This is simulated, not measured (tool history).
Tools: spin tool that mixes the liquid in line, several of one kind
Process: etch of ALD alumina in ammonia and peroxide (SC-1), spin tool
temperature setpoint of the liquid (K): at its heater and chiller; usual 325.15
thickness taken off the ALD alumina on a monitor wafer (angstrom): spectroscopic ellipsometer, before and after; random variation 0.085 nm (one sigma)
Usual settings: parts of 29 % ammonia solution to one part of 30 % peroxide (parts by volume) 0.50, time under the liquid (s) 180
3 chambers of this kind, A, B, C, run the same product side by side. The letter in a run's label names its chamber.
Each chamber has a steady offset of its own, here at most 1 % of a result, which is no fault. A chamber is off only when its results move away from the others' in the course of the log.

| run | hour | temperature setpoint of the liquid (K) | parts of 29 % ammonia solution to one part of 30 % peroxide (parts by volume) | time under the liquid (s) | hours since the thermometer was replaced | hours since the ammonia flow meter was replaced | hours since the heated supply line was repaired | hours since the drum of ammonia solution was connected | read-back film thickness of the ALD alumina reference wafer, read on the same gauge (nm) | thickness taken off the ALD alumina on a monitor wafer (angstrom) |
|---|---|---|---|---|---|---|---|---|---|---|
| 1C | 10.2 | 325.15 | 0.50 | 180 | 126.8 | 443.4 | 568.2 | 84.1 | 120.02 | 118.950 |
| 2A | 18.0 | 325.15 | 0.50 | 180 | 404.8 | 1800.6 | 556.5 | 198.4 | 120.00 | 121.120 |
|  | 23.8 | chamber C: ammonia flow meter replaced |
| 3B | 25.5 | 325.15 | 0.50 | 180 | 2964.1 | 196.8 | 1790.0 | 180.4 | 120.01 | 120.070 |
| 4A | 34.1 | 325.15 | 0.50 | 180 | 420.9 | 1816.7 | 572.6 | 214.5 | 120.03 | 120.420 |
| 5C | 41.8 | 325.15 | 0.50 | 180 | 158.4 | 18.0 | 599.8 | 115.7 | 120.03 | 120.460 |
| 6B | 54.1 | 325.15 | 0.50 | 180 | 2992.7 | 225.4 | 1818.6 | 209.0 | 120.01 | 119.700 |
| 7A | 62.2 | 325.15 | 0.50 | 180 | 449.0 | 1844.8 | 600.7 | 242.6 | 120.01 | 120.190 |
| 8C | 72.7 | 325.15 | 0.50 | 180 | 189.3 | 48.9 | 630.7 | 146.6 | 119.99 | 120.480 |
| 9B | 87.4 | 325.15 | 0.50 | 145 | 3026.0 | 258.7 | 1851.9 | 242.3 | 119.99 | 96.424 |
| 10B | 99.5 | 325.15 | 0.50 | 145 | 3038.1 | 270.8 | 1864.0 | 254.4 | 119.99 | 95.496 |
|  | 107.3 | chamber C: new drum of ammonia solution connected |
| 11A | 112.1 | 325.15 | 0.50 | 145 | 498.9 | 1894.7 | 650.6 | 292.5 | 119.98 | 96.729 |
| 12C | 122.9 | 325.15 | 0.50 | 180 | 239.5 | 99.1 | 680.9 | 15.6 | 120.02 | 120.650 |
| 13C | 130.6 | 325.15 | 0.50 | 180 | 247.2 | 106.8 | 688.6 | 23.3 | 120.03 | 120.230 |
| 14B | 139.3 | 325.15 | 0.50 | 180 | 3077.9 | 310.6 | 1903.8 | 294.2 | 119.99 | 119.160 |
| 15A | 153.9 | 325.15 | 0.50 | 180 | 540.7 | 1936.5 | 692.4 | 334.3 | 119.92 | 116.450 |
| 16C | 169.0 | 325.15 | 0.50 | 180 | 285.6 | 145.2 | 727.0 | 61.7 | 119.99 | 120.660 |
| 17A | 182.5 | 325.15 | 0.50 | 180 | 569.3 | 1965.1 | 721.0 | 362.9 | 120.03 | 118.580 |
| 18B | 189.9 | 325.15 | 0.50 | 180 | 3128.5 | 361.2 | 1954.4 | 344.8 | 120.00 | 121.260 |
|  | 199.9 | chamber B: new drum of ammonia solution connected |
| 19A | 200.2 | 325.15 | 0.50 | 180 | 587.0 | 1982.8 | 738.7 | 380.6 | 119.99 | 117.310 |
| 20B | 208.7 | 325.15 | 0.50 | 180 | 3147.3 | 380.0 | 1973.2 | 8.9 | 120.01 | 119.640 |
| 21C | 218.9 | 325.15 | 0.50 | 180 | 335.5 | 195.1 | 776.9 | 111.6 | 120.05 | 119.940 |
| 22A | 230.9 | 325.15 | 0.50 | 180 | 617.7 | 2013.5 | 769.4 | 411.3 | 119.99 | 114.920 |
| 23B | 240.9 | 325.15 | 0.50 | 180 | 3179.5 | 412.2 | 2005.4 | 41.1 | 120.01 | 119.220 |
| 24C | 254.1 | 325.15 | 0.50 | 180 | 370.7 | 230.3 | 812.1 | 146.8 | 120.07 | 120.810 |
| 25B | 268.5 | 325.15 | 0.50 | 180 | 3207.1 | 439.8 | 2033.0 | 68.7 | 119.94 | 119.830 |
|  | 278.6 | chamber B: thermometer replaced |
| 26C | 283.0 | 325.15 | 0.35 | 180 | 399.6 | 259.2 | 841.0 | 175.7 | 120.02 | 117.020 |
| 27A | 293.6 | 325.15 | 0.35 | 180 | 680.4 | 2076.2 | 832.1 | 474.0 | 120.04 | 110.440 |
| 28C | 308.4 | 325.15 | 0.35 | 180 | 425.0 | 284.6 | 866.4 | 201.1 | 119.96 | 116.280 |
|  | 313.1 | chamber C: new drum of ammonia solution connected |
| 29A | 317.5 | 325.15 | 0.50 | 180 | 704.3 | 2100.1 | 856.0 | 497.9 | 120.00 | 113.020 |
| 30B | 327.1 | 325.15 | 0.50 | 180 | 48.6 | 498.4 | 2091.6 | 127.3 | 119.99 | 119.910 |
| 31B | 343.0 | 325.15 | 0.50 | 180 | 64.5 | 514.3 | 2107.5 | 143.2 | 120.05 | 119.150 |
| 32C | 352.9 | 325.15 | 0.50 | 180 | 469.5 | 329.1 | 910.9 | 39.9 | 120.03 | 120.240 |
| 33A | 361.2 | 325.15 | 0.50 | 180 | 748.0 | 2143.8 | 899.7 | 541.6 | 120.03 | 110.280 |

All 3 chambers run these settings next. Forecast each chamber's results:
| 34A | 372.7 | 325.15 | 0.50 | 180 |  |  |  |  |  | ? |
| 34B | 372.7 | 325.15 | 0.50 | 180 |  |  |  |  |  | ? |
| 34C | 372.7 | 325.15 | 0.50 | 180 |  |  |  |  |  | ? |

| run | thickness taken off the ALD alumina on a monitor wafer (angstrom) |
|---|---|
| 34A | 110.800 |
| 34B | 119.550 |
| 34C | 119.600 |
